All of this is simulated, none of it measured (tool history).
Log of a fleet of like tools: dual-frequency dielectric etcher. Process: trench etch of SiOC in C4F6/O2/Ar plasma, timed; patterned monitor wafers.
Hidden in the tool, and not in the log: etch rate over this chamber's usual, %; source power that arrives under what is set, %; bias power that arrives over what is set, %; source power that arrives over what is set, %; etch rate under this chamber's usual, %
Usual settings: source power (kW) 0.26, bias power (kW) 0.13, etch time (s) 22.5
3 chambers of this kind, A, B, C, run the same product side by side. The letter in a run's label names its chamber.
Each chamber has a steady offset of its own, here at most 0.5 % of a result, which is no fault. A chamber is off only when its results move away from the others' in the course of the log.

| run | hour | source power (kW) | bias power (kW) | etch time (s) | hours since the last wet clean | hours since the last source power generator calibration | hours since the last bias power generator calibration | read-back reference wafer on the same gauge, depth_nm | mean etch depth across the wafer (Å) |
|---|---|---|---|---|---|---|---|---|---|
| 1B | 6.5 | 0.26 | 0.13 | 22.5 | 116.9 | 983.1 | 974.7 | 30.101 | 357.75 |
| 2C | 15.9 | 0.26 | 0.13 | 22.5 | 213.3 | 1765.1 | 560.2 | 30.103 | 356.57 |
| 3A | 26.6 | 0.26 | 0.13 | 22.5 | 292.9 | 2780.8 | 653.2 | 30.091 | 354.61 |
| 4B | 37.3 | 0.26 | 0.13 | 22.5 | 147.7 | 1013.9 | 1005.5 | 30.111 | 360.9 |
| 5C | 43.9 | 0.26 | 0.13 | 22.5 | 241.3 | 1793.1 | 588.2 | 30.106 | 359.51 |
| 6A | 52.7 | 0.26 | 0.13 | 22.5 | 319 | 2806.9 | 679.3 | 30.125 | 354.88 |
| 7C | 60.2 | 0.26 | 0.13 | 22.5 | 257.6 | 1809.4 | 604.5 | 30.083 | 360.36 |
| 8A | 66.4 | 0.26 | 0.115 | 22.5 | 332.7 | 2820.6 | 693 | 30.102 | 341.11 |
| 9B | 73.5 | 0.26 | 0.115 | 22.5 | 183.9 | 1050.1 | 1041.7 | 30.097 | 347 |
| 10B | 80.9 | 0.26 | 0.115 | 22.5 | 191.3 | 1057.5 | 1049.1 | 30.112 | 346.87 |
| 11A | 87.4 | 0.26 | 0.13 | 22.5 | 353.7 | 2841.6 | 714 | 30.11 | 353.69 |
| 12C | 95.2 | 0.26 | 0.13 | 22.5 | 292.6 | 1844.4 | 639.5 | 30.109 | 357.65 |
| 13B | 103.5 | 0.32 | 0.13 | 25.5 | 213.9 | 1080.1 | 1071.7 | 30.098 | 440.32 |
| 14A | 111.5 | 0.32 | 0.13 | 25.5 | 377.8 | 2865.7 | 738.1 | 30.099 | 435.4 |
| 15C | 121.9 | 0.32 | 0.13 | 25.5 | 319.3 | 1871.1 | 666.2 | 30.109 | 440.15 |
| 16A | 127.6 | 0.26 | 0.148 | 28 | 393.9 | 2881.8 | 754.2 | 30.075 | 459.57 |
| 17C | 135.8 | 0.26 | 0.148 | 28 | 333.2 | 1885 | 680.1 | 30.096 | 464.78 |
| 18B | 143.7 | 0.26 | 0.148 | 28 | 254.1 | 1120.3 | 1111.9 | 30.081 | 461.7 |
| 19B | 151.8 | 0.26 | 0.115 | 25 | 262.2 | 1128.4 | 1120 | 30.108 | 385.87 |
| 20A | 162.1 | 0.26 | 0.115 | 25 | 428.4 | 2916.3 | 788.7 | 30.076 | 380.34 |
| 21C | 168.5 | 0.26 | 0.115 | 25 | 365.9 | 1917.7 | 712.8 | 30.089 | 383.67 |
| 22C | 177.5 | 0.26 | 0.13 | 22.5 | 374.9 | 1926.7 | 721.8 | 30.088 | 358.38 |
| 23B | 184.4 | 0.26 | 0.13 | 22.5 | 294.8 | 1161 | 1152.6 | 30.118 | 357.74 |
|  | 191.8 | chamber A: wet clean of the chamber |
| 24A | 194.1 | 0.26 | 0.13 | 22.5 | 2.3 | 2948.3 | 820.7 | 30.108 | 356.74 |
|  | 196.8 | chamber C: wet clean of the chamber |
| 25A | 200.1 | 0.26 | 0.13 | 22.5 | 8.3 | 2954.3 | 826.7 | 30.075 | 354.5 |
| 26C | 208 | 0.26 | 0.13 | 22.5 | 11.3 | 1957.2 | 752.3 | 30.102 | 358.43 |

Is one chamber off against the others, does the gauge drift, or is nothing wrong? If a chamber is off, say which, and what the likeliest cause is.

No chamber stands off beyond its own small offset, and the gauge holds steady.
